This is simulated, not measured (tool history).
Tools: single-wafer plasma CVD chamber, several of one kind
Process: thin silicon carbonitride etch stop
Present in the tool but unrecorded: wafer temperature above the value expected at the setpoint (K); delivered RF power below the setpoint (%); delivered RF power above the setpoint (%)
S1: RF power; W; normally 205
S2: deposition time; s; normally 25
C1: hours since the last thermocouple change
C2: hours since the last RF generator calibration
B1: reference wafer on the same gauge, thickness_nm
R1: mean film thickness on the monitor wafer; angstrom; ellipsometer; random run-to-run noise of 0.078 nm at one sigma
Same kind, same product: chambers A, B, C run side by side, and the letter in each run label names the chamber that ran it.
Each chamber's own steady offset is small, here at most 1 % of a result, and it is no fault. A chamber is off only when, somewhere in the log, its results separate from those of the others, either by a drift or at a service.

run,hour,S1,S2,C1,C2,B1,R1
1A,13.2,205,25,1312.7,1113.4,16.691,144.07
2C,24.2,205,25,1394.1,574,16.693,141.55
3B,36.3,205,25,321.8,1417.6,16.707,142.78
4A,51.4,205,25,1350.9,1151.6,16.715,143.81
5B,68,205,25,353.5,1449.3,16.678,142.06
6C,78,205,25,1447.9,627.8,16.716,141.58
7A,86.5,205,22.2,1386,1186.7,16.682,127.02
8C,96,205,22.2,1465.9,645.8,16.692,126.43
9B,105.7,205,22.2,391.2,1487,16.691,125.78
10A,118.9,205,25,1418.4,1219.1,16.71,144.66
11B,127.4,205,25,412.9,1508.7,16.697,143.54
12C,138.4,205,25,1508.3,688.2,16.685,142.02
13B,149.5,205,25,435,1530.8,16.693,142.39
# hour 150.5: chamber A: thermocouple changed; heater temperature recalibrated
14C,157.6,205,25,1527.5,707.4,16.715,142.85
15A,172.7,205,25,22.2,1272.9,16.705,144.2
16A,185.6,205,25,35.1,1285.8,16.717,145.42
17C,193.5,205,25,1563.4,743.3,16.723,142.25
18B,209.1,205,25,494.6,1590.4,16.692,142.91
19A,223.1,180,29.4,72.6,1323.3,16.699,162.69
20C,236,180,29.4,1605.9,785.8,16.72,160.78
21B,243.3,180,29.4,528.8,1624.6,16.689,160.15
22A,250.8,205,25,100.3,1351,16.702,144.14
23B,267.3,205,25,552.8,1648.6,16.693,142.49
24C,276.3,205,25,1646.2,826.1,16.695,142.11
25A,286.5,205,25,136,1386.7,16.699,143.29
# hour 290.7: chamber A: RF generator calibrated
26B,301.7,180,21.7,587.2,1683,16.685,119.18
27C,312.3,180,21.7,1682.2,862.1,16.711,118.72
28B,327,180,21.7,612.5,1708.3,16.703,119.67
29A,340.6,205,25,190.1,49.9,16.693,145.17
30C,356.6,220,25,1726.5,906.4,16.693,144.38
31A,369.6,220,25,219.1,78.9,16.704,147.94
32B,383.5,220,25,669,1764.8,16.713,146.54
33C,395.5,205,25,1765.4,945.3,16.715,141.96
34C,410.9,205,25,1780.8,960.7,16.692,141.36
35B,426.1,205,25,711.6,1807.4,16.716,142.33
36A,441.7,205,25,291.2,151,16.709,145.21
37A,451.4,220,26.6,300.9,160.7,16.69,157.46

The same settings go to every chamber for the next run, one line per chamber below. Forecast the results for each:
38A,463.3,205,25,,,,?
38B,463.3,205,25,,,,?
38C,463.3,205,25,,,,?

run,R1
38A,144.41
38B,142.81
38C,143.16

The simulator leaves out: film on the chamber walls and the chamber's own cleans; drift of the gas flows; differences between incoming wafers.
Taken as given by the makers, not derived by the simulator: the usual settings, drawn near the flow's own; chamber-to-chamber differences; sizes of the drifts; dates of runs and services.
